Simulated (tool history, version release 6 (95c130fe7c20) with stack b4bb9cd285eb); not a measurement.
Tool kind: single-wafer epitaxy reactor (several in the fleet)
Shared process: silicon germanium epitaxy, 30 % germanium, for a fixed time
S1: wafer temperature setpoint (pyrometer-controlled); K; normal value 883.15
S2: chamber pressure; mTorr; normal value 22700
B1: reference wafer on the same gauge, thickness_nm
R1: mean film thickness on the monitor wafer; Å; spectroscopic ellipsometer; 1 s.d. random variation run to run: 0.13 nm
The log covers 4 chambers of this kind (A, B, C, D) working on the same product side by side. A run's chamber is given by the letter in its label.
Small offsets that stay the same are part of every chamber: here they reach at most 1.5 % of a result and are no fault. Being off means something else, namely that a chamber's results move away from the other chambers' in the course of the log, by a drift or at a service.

run	hour	S1	S2	B1	R1
1C	8.9	883.15	22700	83.303	738.04
2D	15.1	883.15	22700	83.386	743.13
3B	20.1	883.15	22700	83.356	733.87
4A	28.2	883.15	22700	83.401	744.36
5A	33.9	883.15	22700	83.381	743.72
6D	42.8	883.15	22700	83.373	745.47
7C	47.3	878.15	22700	83.418	674.98
8B	54.2	878.15	22700	83.415	672
9D	61.4	878.15	22700	83.426	680.19
10A	67.7	878.15	22700	83.467	683.01
11C	75.7	883.15	22700	83.442	741.57
12B	80.8	883.15	22700	83.482	734.48
13B	85.7	883.15	22700	83.507	735.21
14D	94.3	883.15	22700	83.48	747.38
15C	103	883.15	22700	83.535	738.49
16A	111.7	883.15	22700	83.545	745.35
17A	120.5	883.15	22700	83.531	746.61
18C	126.7	883.15	22700	83.614	740.44
19D	133.4	872.15	22700	83.593	611.41
20B	141.9	872.15	22700	83.557	608.91
21D	149.7	872.15	22700	83.632	612.41
22A	154.3	872.15	22700	83.675	613.96
23C	159.8	883.15	22700	83.679	743.07
24B	165.2	883.15	22700	83.703	737.49
25A	173.5	883.15	22700	83.66	747.33
26D	177.7	883.15	22700	83.691	748.34
27C	184.8	883.15	22700	83.699	743.89
28B	192.9	870.15	25300	83.725	610.76
29D	197.3	870.15	25300	83.761	616.38
30B	203.1	870.15	25300	83.737	611.19
31A	209.2	870.15	25300	83.801	617.65
32C	214.4	883.15	22700	83.759	745.14
33B	221.8	883.15	22700	83.801	736.74
34C	228.8	883.15	22700	83.793	741.45
35D	232.8	883.15	22700	83.834	749.23
36A	241.7	883.15	22700	83.855	750.88
37B	247	883.15	22700	83.871	741.27
38C	254.4	883.15	22700	83.851	741.83

Has any chamber moved away from the others, gradually or after a service, or does the common gauge drift, or do the chambers differ only by their own small steady offsets? State the chamber and the most likely cause if one applies.

None of the chambers is off. What moves is the gauge, dragging all their readings along together.
Likeliest cause: gauge reads high (%) = 0.706.

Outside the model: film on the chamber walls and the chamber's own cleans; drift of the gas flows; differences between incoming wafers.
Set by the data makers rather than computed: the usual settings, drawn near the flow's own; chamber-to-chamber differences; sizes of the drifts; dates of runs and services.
